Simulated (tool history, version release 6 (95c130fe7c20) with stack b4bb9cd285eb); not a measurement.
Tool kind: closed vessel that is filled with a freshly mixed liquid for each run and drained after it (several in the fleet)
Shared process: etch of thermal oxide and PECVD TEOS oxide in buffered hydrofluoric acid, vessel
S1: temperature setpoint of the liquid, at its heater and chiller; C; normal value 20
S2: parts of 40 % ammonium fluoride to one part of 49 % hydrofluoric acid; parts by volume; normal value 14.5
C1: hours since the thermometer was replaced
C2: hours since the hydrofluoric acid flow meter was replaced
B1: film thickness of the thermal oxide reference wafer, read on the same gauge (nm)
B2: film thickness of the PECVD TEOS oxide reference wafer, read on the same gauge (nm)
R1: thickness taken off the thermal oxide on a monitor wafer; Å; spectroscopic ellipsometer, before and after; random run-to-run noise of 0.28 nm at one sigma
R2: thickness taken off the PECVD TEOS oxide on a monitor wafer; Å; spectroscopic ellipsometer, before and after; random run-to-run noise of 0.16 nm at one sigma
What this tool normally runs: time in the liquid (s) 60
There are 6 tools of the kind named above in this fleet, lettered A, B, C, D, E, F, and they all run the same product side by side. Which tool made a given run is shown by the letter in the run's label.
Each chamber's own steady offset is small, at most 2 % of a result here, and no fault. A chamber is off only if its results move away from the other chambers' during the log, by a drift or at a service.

{"run": "1E", "day": 0.246, "S1": 20, "S2": 14.5, "time in the liquid (s)": 60, "C1": 363.4, "C2": 19, "B1": 99.969, "B2": 100, "R1": 387.85, "R2": 417.12}
{"run": "2F", "day": 0.612, "S1": 20, "S2": 14.5, "time in the liquid (s)": 60, "C1": 910.2, "C2": 415.6, "B1": 99.972, "B2": 100.01, "R1": 385.95, "R2": 414.89}
{"run": "3C", "day": 0.883, "S1": 20, "S2": 14.5, "time in the liquid (s)": 60, "C1": 508, "C2": 427.2, "B1": 99.985, "B2": 100.03, "R1": 385.17, "R2": 414.7}
{"run": "4D", "day": 1.088, "S1": 20, "S2": 14.5, "time in the liquid (s)": 60, "C1": 275.7, "C2": 446.9, "B1": 100.02, "B2": 99.998, "R1": 385.43, "R2": 418.61}
{"run": "5B", "day": 1.296, "S1": 20, "S2": 14.5, "time in the liquid (s)": 60, "C1": 400.7, "C2": 806.1, "B1": 99.988, "B2": 99.996, "R1": 389.98, "R2": 422.81}
{"run": "6A", "day": 1.642, "S1": 20, "S2": 14.5, "time in the liquid (s)": 60, "C1": 727.4, "C2": 1222.6, "B1": 99.997, "B2": 100.01, "R1": 386.14, "R2": 415.37}
{"run": "7D", "day": 2.0, "S1": 20, "S2": 14.5, "time in the liquid (s)": 60, "C1": 297.6, "C2": 468.8, "B1": 99.994, "B2": 99.993, "R1": 382.08, "R2": 421.8}
{"run": "8F", "day": 2.212, "S1": 20, "S2": 14.5, "time in the liquid (s)": 60, "C1": 948.6, "C2": 454, "B1": 99.98, "B2": 100.01, "R1": 386.6, "R2": 418}
{"run": "9C", "day": 2.496, "S1": 20, "S2": 14.5, "time in the liquid (s)": 60, "C1": 546.7, "C2": 465.9, "B1": 100.03, "B2": 100, "R1": 380.74, "R2": 415.09}
{"run": "10A", "day": 2.846, "S1": 20, "S2": 14.5, "time in the liquid (s)": 60, "C1": 756.3, "C2": 1251.5, "B1": 99.98, "B2": 99.996, "R1": 386.01, "R2": 413.4}
{"run": "11B", "day": 3.179, "S1": 20, "S2": 14.5, "time in the liquid (s)": 60, "C1": 445.9, "C2": 851.3, "B1": 100.05, "B2": 100, "R1": 391.51, "R2": 423.06}
{"run": "12E", "day": 3.362, "S1": 20, "S2": 14.5, "time in the liquid (s)": 60, "C1": 438.2, "C2": 93.8, "B1": 99.991, "B2": 99.997, "R1": 392.74, "R2": 416.2}
{"run": "13E", "day": 3.633, "S1": 20, "S2": 14.5, "time in the liquid (s)": 60, "C1": 444.7, "C2": 100.3, "B1": 99.989, "B2": 99.991, "R1": 395.25, "R2": 414.57}
{"run": "14F", "day": 3.975, "S1": 17, "S2": 9.5, "time in the liquid (s)": 60, "C1": 990.9, "C2": 496.3, "B1": 99.967, "B2": 100.01, "R1": 486.52, "R2": 527.27}
{"run": "15C", "day": 4.267, "S1": 17, "S2": 9.5, "time in the liquid (s)": 60, "C1": 589.2, "C2": 508.4, "B1": 99.98, "B2": 99.996, "R1": 479.12, "R2": 520.93}
{"run": "16D", "day": 4.642, "S1": 17, "S2": 9.5, "time in the liquid (s)": 60, "C1": 361, "C2": 532.2, "B1": 100, "B2": 99.997, "R1": 488.54, "R2": 529.24}
{"run": "17B", "day": 4.933, "S1": 17, "S2": 9.5, "time in the liquid (s)": 60, "C1": 488, "C2": 893.4, "B1": 99.958, "B2": 100.01, "R1": 483.11, "R2": 526.74}
{"run": "18A", "day": 5.196, "S1": 17, "S2": 9.5, "time in the liquid (s)": 60, "C1": 812.7, "C2": 1307.9, "B1": 100.02, "B2": 100, "R1": 488.78, "R2": 515.15}
{"run": "19F", "day": 5.546, "S1": 17, "S2": 9.5, "time in the liquid (s)": 60, "C1": 1028.6, "C2": 534, "B1": 100, "B2": 99.995, "R1": 487.1, "R2": 524.91}
{"run": "20E", "day": 5.754, "S1": 20, "S2": 14.5, "time in the liquid (s)": 60, "C1": 495.6, "C2": 151.2, "B1": 99.999, "B2": 100.01, "R1": 389.21, "R2": 415.33}
{"run": "21C", "day": 5.954, "S1": 20, "S2": 14.5, "time in the liquid (s)": 60, "C1": 629.7, "C2": 548.9, "B1": 100.02, "B2": 99.981, "R1": 383.68, "R2": 411.74}
{"run": "22B", "day": 6.283, "S1": 20, "S2": 14.5, "time in the liquid (s)": 60, "C1": 520.4, "C2": 925.8, "B1": 100, "B2": 99.999, "R1": 389.82, "R2": 420.8}
{"run": "23A", "day": 6.662, "S1": 20, "S2": 14.5, "time in the liquid (s)": 60, "C1": 847.9, "C2": 1343.1, "B1": 99.992, "B2": 100.01, "R1": 388.52, "R2": 415.3}
{"run": "24D", "day": 6.925, "S1": 20, "S2": 14.5, "time in the liquid (s)": 60, "C1": 415.8, "C2": 587, "B1": 99.978, "B2": 100.02, "R1": 384.61, "R2": 418.62}
{"run": "25A", "day": 7.225, "S1": 20, "S2": 14.5, "time in the liquid (s)": 60, "C1": 861.4, "C2": 1356.6, "B1": 100, "B2": 100.01, "R1": 389.77, "R2": 415.53}
{"run": "26D", "day": 7.458, "S1": 20, "S2": 14.5, "time in the liquid (s)": 60, "C1": 428.6, "C2": 599.8, "B1": 99.987, "B2": 99.994, "R1": 381.96, "R2": 420.88}
{"run": "27E", "day": 7.729, "S1": 20, "S2": 14.5, "time in the liquid (s)": 60, "C1": 543, "C2": 198.6, "B1": 100.04, "B2": 99.996, "R1": 394.81, "R2": 415.41}
{"day": 7.892, "done": "chamber D: hydrofluoric acid flow meter replaced"}
{"run": "28B", "day": 8.112, "S1": 20, "S2": 14.5, "time in the liquid (s)": 60, "C1": 564.3, "C2": 969.7, "B1": 99.974, "B2": 100.02, "R1": 387.26, "R2": 426.06}
{"run": "29F", "day": 8.312, "S1": 20, "S2": 18, "time in the liquid (s)": 60, "C1": 1095, "C2": 600.4, "B1": 100.01, "B2": 99.967, "R1": 312.75, "R2": 334.78}
{"run": "30C", "day": 8.667, "S1": 20, "S2": 18, "time in the liquid (s)": 60, "C1": 694.8, "C2": 614, "B1": 99.993, "B2": 99.995, "R1": 308.49, "R2": 333.78}
{"run": "31F", "day": 8.892, "S1": 20, "S2": 18, "time in the liquid (s)": 60, "C1": 1108.9, "C2": 614.3, "B1": 99.996, "B2": 99.984, "R1": 310.48, "R2": 336.34}
{"run": "32C", "day": 9.088, "S1": 20, "S2": 18, "time in the liquid (s)": 60, "C1": 704.9, "C2": 624.1, "B1": 100.02, "B2": 99.986, "R1": 310.18, "R2": 333.43}
{"run": "33B", "day": 9.271, "S1": 20, "S2": 18, "time in the liquid (s)": 60, "C1": 592.1, "C2": 997.5, "B1": 100.01, "B2": 99.994, "R1": 317.26, "R2": 340.43}
{"run": "34A", "day": 9.45, "S1": 20, "S2": 18, "time in the liquid (s)": 60, "C1": 914.8, "C2": 1410, "B1": 99.976, "B2": 99.995, "R1": 309.02, "R2": 335.85}
{"run": "35D", "day": 9.65, "S1": 20, "S2": 14.5, "time in the liquid (s)": 60, "C1": 481.2, "C2": 42.3, "B1": 100.03, "B2": 99.984, "R1": 382.76, "R2": 422.69}
{"run": "36E", "day": 9.979, "S1": 20, "S2": 14.5, "time in the liquid (s)": 60, "C1": 597, "C2": 252.6, "B1": 100.01, "B2": 99.984, "R1": 386.13, "R2": 418.6}
{"run": "37C", "day": 10.208, "S1": 20, "S2": 14.5, "time in the liquid (s)": 35, "C1": 731.8, "C2": 651, "B1": 99.982, "B2": 100.01, "R1": 225.57, "R2": 240.38}
{"run": "38D", "day": 10.446, "S1": 20, "S2": 14.5, "time in the liquid (s)": 35, "C1": 500.3, "C2": 61.4, "B1": 99.991, "B2": 100, "R1": 223.84, "R2": 244.91}
{"run": "39E", "day": 10.638, "S1": 20, "S2": 14.5, "time in the liquid (s)": 35, "C1": 612.8, "C2": 268.4, "B1": 100.01, "B2": 100.01, "R1": 227.58, "R2": 244.37}
{"run": "40B", "day": 10.971, "S1": 20, "S2": 14.5, "time in the liquid (s)": 35, "C1": 632.9, "C2": 1038.3, "B1": 100.02, "B2": 99.986, "R1": 225.92, "R2": 246.01}
{"run": "41A", "day": 11.142, "S1": 20, "S2": 14.5, "time in the liquid (s)": 35, "C1": 955.4, "C2": 1450.6, "B1": 99.987, "B2": 100, "R1": 228.38, "R2": 241.76}
{"run": "42F", "day": 11.442, "S1": 20, "S2": 14.5, "time in the liquid (s)": 35, "C1": 1170.1, "C2": 675.5, "B1": 100, "B2": 99.981, "R1": 222.78, "R2": 243.31}
{"run": "43E", "day": 11.638, "S1": 20, "S2": 14.5, "time in the liquid (s)": 60, "C1": 636.8, "C2": 292.4, "B1": 100, "B2": 99.982, "R1": 384.51, "R2": 418.46}

Read the log: is a single chamber off, either drifting away or since a service, is the gauge that measures every chamber drifting, or is nothing wrong beyond small per-chamber offsets? Name any odd chamber and what most likely caused it.

The fleet is healthy, with each chamber sitting at its usual small offset and no drift in the gauge.
